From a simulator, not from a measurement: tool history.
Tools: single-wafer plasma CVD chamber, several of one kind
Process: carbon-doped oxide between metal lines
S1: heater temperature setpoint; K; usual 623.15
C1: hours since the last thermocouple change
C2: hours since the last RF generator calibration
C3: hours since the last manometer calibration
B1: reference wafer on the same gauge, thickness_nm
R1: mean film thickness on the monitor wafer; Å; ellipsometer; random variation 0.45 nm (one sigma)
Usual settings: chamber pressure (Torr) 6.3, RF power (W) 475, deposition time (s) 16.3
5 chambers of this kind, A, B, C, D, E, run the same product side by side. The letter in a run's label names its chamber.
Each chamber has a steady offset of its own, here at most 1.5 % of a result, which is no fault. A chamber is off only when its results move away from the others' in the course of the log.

{"hour": 10.4, "done": "chamber B: capacitance manometer re-zeroed and calibrated"}
{"run": "1A", "hour": 11.3, "S1": 623.15, "chamber pressure (Torr)": 6.3, "RF power (W)": 475, "deposition time (s)": 16.3, "C1": 828.9, "C2": 146.1, "C3": 659.7, "B1": 67.117, "R1": 840.07}
{"run": "2D", "hour": 22.6, "S1": 623.15, "chamber pressure (Torr)": 6.3, "RF power (W)": 475, "deposition time (s)": 16.3, "C1": 1501.5, "C2": 1873, "C3": 511.1, "B1": 67.032, "R1": 839.07}
{"hour": 26.0, "done": "chamber E: RF generator calibrated"}
{"run": "3C", "hour": 30.6, "S1": 623.15, "chamber pressure (Torr)": 6.3, "RF power (W)": 475, "deposition time (s)": 16.3, "C1": 917.8, "C2": 834.1, "C3": 435.9, "B1": 67.054, "R1": 845.48}
{"hour": 31.5, "done": "chamber D: thermocouple changed; heater temperature recalibrated"}
{"run": "4E", "hour": 40.7, "S1": 623.15, "chamber pressure (Torr)": 6.3, "RF power (W)": 475, "deposition time (s)": 16.3, "C1": 1843.2, "C2": 14.7, "C3": 1303, "B1": 67.121, "R1": 819.85}
{"run": "5B", "hour": 51.9, "S1": 623.15, "chamber pressure (Torr)": 6.3, "RF power (W)": 475, "deposition time (s)": 16.3, "C1": 356.4, "C2": 389.7, "C3": 41.5, "B1": 67.132, "R1": 839.72}
{"run": "6E", "hour": 63.3, "S1": 623.15, "chamber pressure (Torr)": 6.3, "RF power (W)": 475, "deposition time (s)": 16.3, "C1": 1865.8, "C2": 37.3, "C3": 1325.6, "B1": 67.073, "R1": 828.21}
{"run": "7C", "hour": 74.6, "S1": 623.15, "chamber pressure (Torr)": 6.3, "RF power (W)": 475, "deposition time (s)": 16.3, "C1": 961.8, "C2": 878.1, "C3": 479.9, "B1": 67.174, "R1": 845.7}
{"run": "8A", "hour": 81.0, "S1": 623.15, "chamber pressure (Torr)": 6.3, "RF power (W)": 475, "deposition time (s)": 16.3, "C1": 898.6, "C2": 215.8, "C3": 729.4, "B1": 67.143, "R1": 834.14}
{"run": "9B", "hour": 92.8, "S1": 623.15, "chamber pressure (Torr)": 6.3, "RF power (W)": 475, "deposition time (s)": 16.3, "C1": 397.3, "C2": 430.6, "C3": 82.4, "B1": 67.123, "R1": 831.98}
{"run": "10D", "hour": 103.2, "S1": 623.15, "chamber pressure (Torr)": 6.3, "RF power (W)": 475, "deposition time (s)": 16.3, "C1": 71.7, "C2": 1953.6, "C3": 591.7, "B1": 67.126, "R1": 839.17}
{"run": "11B", "hour": 108.9, "S1": 623.15, "chamber pressure (Torr)": 6.3, "RF power (W)": 475, "deposition time (s)": 16.3, "C1": 413.4, "C2": 446.7, "C3": 98.5, "B1": 67.101, "R1": 835.15}
{"run": "12C", "hour": 119.4, "S1": 623.15, "chamber pressure (Torr)": 6.3, "RF power (W)": 475, "deposition time (s)": 16.3, "C1": 1006.6, "C2": 922.9, "C3": 524.7, "B1": 67.125, "R1": 840.16}
{"run": "13D", "hour": 125.8, "S1": 623.15, "chamber pressure (Torr)": 6.3, "RF power (W)": 475, "deposition time (s)": 16.3, "C1": 94.3, "C2": 1976.2, "C3": 614.3, "B1": 67.138, "R1": 835.38}
{"run": "14E", "hour": 133.2, "S1": 623.15, "chamber pressure (Torr)": 6.3, "RF power (W)": 475, "deposition time (s)": 16.3, "C1": 1935.7, "C2": 107.2, "C3": 1395.5, "B1": 67.234, "R1": 826.31}
{"run": "15A", "hour": 141.1, "S1": 623.15, "chamber pressure (Torr)": 6.3, "RF power (W)": 475, "deposition time (s)": 16.3, "C1": 958.7, "C2": 275.9, "C3": 789.5, "B1": 67.151, "R1": 836.3}
{"run": "16D", "hour": 147.8, "S1": 623.15, "chamber pressure (Torr)": 6.3, "RF power (W)": 475, "deposition time (s)": 16.3, "C1": 116.3, "C2": 1998.2, "C3": 636.3, "B1": 67.074, "R1": 845.65}
{"run": "17B", "hour": 159.3, "S1": 623.15, "chamber pressure (Torr)": 7.21, "RF power (W)": 475, "deposition time (s)": 16.3, "C1": 463.8, "C2": 497.1, "C3": 148.9, "B1": 67.047, "R1": 846.39}
{"hour": 164.8, "done": "chamber A: thermocouple changed; heater temperature recalibrated"}
{"run": "18E", "hour": 167.6, "S1": 623.15, "chamber pressure (Torr)": 7.21, "RF power (W)": 475, "deposition time (s)": 16.3, "C1": 1970.1, "C2": 141.6, "C3": 1429.9, "B1": 67.112, "R1": 841}
{"run": "19A", "hour": 179.9, "S1": 623.15, "chamber pressure (Torr)": 7.21, "RF power (W)": 475, "deposition time (s)": 16.3, "C1": 15.1, "C2": 314.7, "C3": 828.3, "B1": 67.061, "R1": 842.09}
{"run": "20C", "hour": 186.0, "S1": 623.15, "chamber pressure (Torr)": 7.21, "RF power (W)": 475, "deposition time (s)": 16.3, "C1": 1073.2, "C2": 989.5, "C3": 591.3, "B1": 67.162, "R1": 850.39}
{"run": "21C", "hour": 194.2, "S1": 623.15, "chamber pressure (Torr)": 7.21, "RF power (W)": 475, "deposition time (s)": 16.3, "C1": 1081.4, "C2": 997.7, "C3": 599.5, "B1": 67.073, "R1": 857.27}
{"hour": 205.4, "done": "chamber D: RF generator calibrated"}
{"run": "22B", "hour": 207.0, "S1": 623.15, "chamber pressure (Torr)": 6.76, "RF power (W)": 400, "deposition time (s)": 16.3, "C1": 511.5, "C2": 544.8, "C3": 196.6, "B1": 67.139, "R1": 742.43}
{"run": "23D", "hour": 218.0, "S1": 623.15, "chamber pressure (Torr)": 6.76, "RF power (W)": 400, "deposition time (s)": 16.3, "C1": 186.5, "C2": 12.7, "C3": 706.5, "B1": 67.112, "R1": 745.08}
{"run": "24E", "hour": 230.3, "S1": 623.15, "chamber pressure (Torr)": 6.76, "RF power (W)": 400, "deposition time (s)": 16.3, "C1": 2032.8, "C2": 204.3, "C3": 1492.6, "B1": 67.21, "R1": 731.9}
{"run": "25A", "hour": 242.4, "S1": 623.15, "chamber pressure (Torr)": 6.76, "RF power (W)": 400, "deposition time (s)": 16.3, "C1": 77.6, "C2": 377.2, "C3": 890.8, "B1": 67.156, "R1": 739.68}
{"run": "26A", "hour": 249.4, "S1": 623.15, "chamber pressure (Torr)": 6.76, "RF power (W)": 400, "deposition time (s)": 16.3, "C1": 84.6, "C2": 384.2, "C3": 897.8, "B1": 67.079, "R1": 739.38}
{"run": "27B", "hour": 259.1, "S1": 623.15, "chamber pressure (Torr)": 6.3, "RF power (W)": 475, "deposition time (s)": 16.3, "C1": 563.6, "C2": 596.9, "C3": 248.7, "B1": 67.1, "R1": 831.32}
{"run": "28D", "hour": 264.9, "S1": 623.15, "chamber pressure (Torr)": 6.3, "RF power (W)": 475, "deposition time (s)": 16.3, "C1": 233.4, "C2": 59.6, "C3": 753.4, "B1": 67.037, "R1": 843.74}
{"run": "29E", "hour": 274.9, "S1": 623.15, "chamber pressure (Torr)": 6.3, "RF power (W)": 475, "deposition time (s)": 16.3, "C1": 2077.4, "C2": 248.9, "C3": 1537.2, "B1": 67.149, "R1": 829.15}
{"run": "30C", "hour": 284.8, "S1": 623.15, "chamber pressure (Torr)": 7.03, "RF power (W)": 475, "deposition time (s)": 16.3, "C1": 1172, "C2": 1088.3, "C3": 690.1, "B1": 67.052, "R1": 855.82}
{"run": "31A", "hour": 293.0, "S1": 623.15, "chamber pressure (Torr)": 7.03, "RF power (W)": 475, "deposition time (s)": 16.3, "C1": 128.2, "C2": 427.8, "C3": 941.4, "B1": 67.181, "R1": 837.2}
{"run": "32C", "hour": 301.6, "S1": 623.15, "chamber pressure (Torr)": 7.03, "RF power (W)": 475, "deposition time (s)": 16.3, "C1": 1188.8, "C2": 1105.1, "C3": 706.9, "B1": 67.062, "R1": 850.27}
{"run": "33D", "hour": 312.6, "S1": 623.15, "chamber pressure (Torr)": 7.03, "RF power (W)": 475, "deposition time (s)": 16.3, "C1": 281.1, "C2": 107.3, "C3": 801.1, "B1": 67.19, "R1": 836.19}
{"run": "34B", "hour": 324.4, "S1": 623.15, "chamber pressure (Torr)": 7.03, "RF power (W)": 475, "deposition time (s)": 16.3, "C1": 628.9, "C2": 662.2, "C3": 314, "B1": 67.173, "R1": 844.66}
{"run": "35E", "hour": 335.2, "S1": 613.15, "chamber pressure (Torr)": 4.97, "RF power (W)": 475, "deposition time (s)": 16.3, "C1": 2137.7, "C2": 309.2, "C3": 1597.5, "B1": 67.104, "R1": 829.1}

Is one chamber off against the others, does the gauge drift, or is nothing wrong? If a chamber is off, say which, and what the likeliest cause is.

No chamber stands off beyond its own small offset, and the gauge holds steady.

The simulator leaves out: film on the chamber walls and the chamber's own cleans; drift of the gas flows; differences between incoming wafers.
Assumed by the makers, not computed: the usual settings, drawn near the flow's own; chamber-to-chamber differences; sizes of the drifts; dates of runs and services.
